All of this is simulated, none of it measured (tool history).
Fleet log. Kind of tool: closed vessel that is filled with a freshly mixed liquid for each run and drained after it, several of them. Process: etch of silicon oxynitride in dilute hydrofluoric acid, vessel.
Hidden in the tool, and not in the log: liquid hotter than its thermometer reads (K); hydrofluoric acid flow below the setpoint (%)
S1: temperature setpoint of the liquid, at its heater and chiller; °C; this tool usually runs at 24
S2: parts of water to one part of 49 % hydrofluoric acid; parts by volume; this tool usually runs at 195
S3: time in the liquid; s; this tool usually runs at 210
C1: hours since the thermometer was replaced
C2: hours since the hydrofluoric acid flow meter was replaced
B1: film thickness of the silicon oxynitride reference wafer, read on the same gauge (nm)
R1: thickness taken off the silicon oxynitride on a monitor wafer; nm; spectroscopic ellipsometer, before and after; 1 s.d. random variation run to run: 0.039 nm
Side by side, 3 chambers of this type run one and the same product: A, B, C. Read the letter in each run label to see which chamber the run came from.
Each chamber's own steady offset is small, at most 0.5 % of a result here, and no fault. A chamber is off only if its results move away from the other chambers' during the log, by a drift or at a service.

At hour 6.1: chamber B: thermometer replaced.
Run 1A, hour 10.9: usual settings; C1 1039.5; C2 1662.1; B1 99.989. Result: R1 4.3296 nm.
Run 2C, hour 18.7: usual settings; C1 788.8; C2 843.3; B1 100.020. Result: R1 4.3266 nm.
Run 3B, hour 29.0: usual settings; C1 23.0; C2 261.1; B1 99.991. Result: R1 4.3635 nm.
Run 4B, hour 39.8: usual settings; C1 33.8; C2 271.9; B1 100.010. Result: R1 4.3457 nm.
Run 5C, hour 48.8: usual settings; C1 818.9; C2 873.4; B1 100.010. Result: R1 4.2963 nm.
Run 6A, hour 56.2: usual settings; C1 1084.8; C2 1707.4; B1 99.998. Result: R1 4.4077 nm.
Run 7A, hour 62.1: usual settings; C1 1090.7; C2 1713.3; B1 99.989. Result: R1 4.5098 nm.
Run 8B, hour 73.5: usual settings; C1 67.5; C2 305.6; B1 99.994. Result: R1 4.3416 nm.
Run 9C, hour 78.8: usual settings; C1 848.9; C2 903.4; B1 99.987. Result: R1 4.2752 nm.
Run 10C, hour 85.5: usual settings but S1 28 °C, S2 145 parts by volume; C1 855.6; C2 910.1; B1 100.000. Result: R1 7.3450 nm.
Run 11A, hour 96.2: usual settings but S1 28 °C, S2 145 parts by volume; C1 1124.8; C2 1747.4; B1 100.030. Result: R1 7.3900 nm.
Run 12B, hour 106.3: usual settings but S1 28 °C, S2 145 parts by volume; C1 100.3; C2 338.4; B1 100.010. Result: R1 7.2682 nm.
Run 13C, hour 114.9: usual settings; C1 885.0; C2 939.5; B1 99.994. Result: R1 4.3203 nm.
Run 14B, hour 120.1: usual settings; C1 114.1; C2 352.2; B1 99.997. Result: R1 4.4136 nm.
Run 15A, hour 128.8: usual settings; C1 1157.4; C2 1780.0; B1 100.000. Result: R1 4.5034 nm.
Run 16B, hour 136.1: usual settings; C1 130.1; C2 368.2; B1 99.986. Result: R1 4.3856 nm.
Run 17C, hour 141.8: usual settings; C1 911.9; C2 966.4; B1 99.995. Result: R1 4.3701 nm.
Run 18A, hour 149.7: usual settings; C1 1178.3; C2 1800.9; B1 100.010. Result: R1 4.6355 nm.
Run 19C, hour 160.7: usual settings; C1 930.8; C2 985.3; B1 100.030. Result: R1 4.3954 nm.
Run 20B, hour 171.4: usual settings; C1 165.4; C2 403.5; B1 99.989. Result: R1 4.3343 nm.
Run 21A, hour 178.1: usual settings; C1 1206.7; C2 1829.3; B1 99.996. Result: R1 4.6769 nm.
Run 22C, hour 183.9: usual settings; C1 954.0; C2 1008.5; B1 100.010. Result: R1 4.3321 nm.
Run 23B, hour 189.4: usual settings; C1 183.4; C2 421.5; B1 99.987. Result: R1 4.3281 nm.

Read the log: is a single chamber off, either drifting away or since a service, is the gauge that measures every chamber drifting, or is nothing wrong beyond small per-chamber offsets? Name any odd chamber and what most likely caused it.

It is chamber A that slowly wanders off from its peers.
Likeliest cause: liquid hotter than its thermometer reads (K) = 1.72.
With only this log, it may be confused with: hydrofluoric acid flow above the setpoint (%).

Here are 4 candidates for chamber A's next run, each the usual settings with a change, their results left as question marks. Which one brings its results back in line with what the others give on the usual settings?
Counts as in line when no further than this from what the other chambers average on the usual settings: R1 0.1400 nm
Run 24A-1, hour 197.5: usual settings but S2 200 parts by volume. Result: R1 ?.
Run 24A-2, hour 197.5: usual settings but S2 190 parts by volume, S3 220 s. Result: R1 ?.
Run 24A-3, hour 197.5: usual settings but S2 200 parts by volume, S3 200 s. Result: R1 ?.
Run 24A-4, hour 197.5: usual settings but S2 190 parts by volume. Result: R1 ?.

On the usual settings, the other chambers give on average: R1 4.3482 nm
  run      R1
24A-1  4.5574
24A-2  5.0617
24A-3  4.3404
24A-4  4.8316
24A-3 is the one that brings the chamber's results back in line with the other chambers.
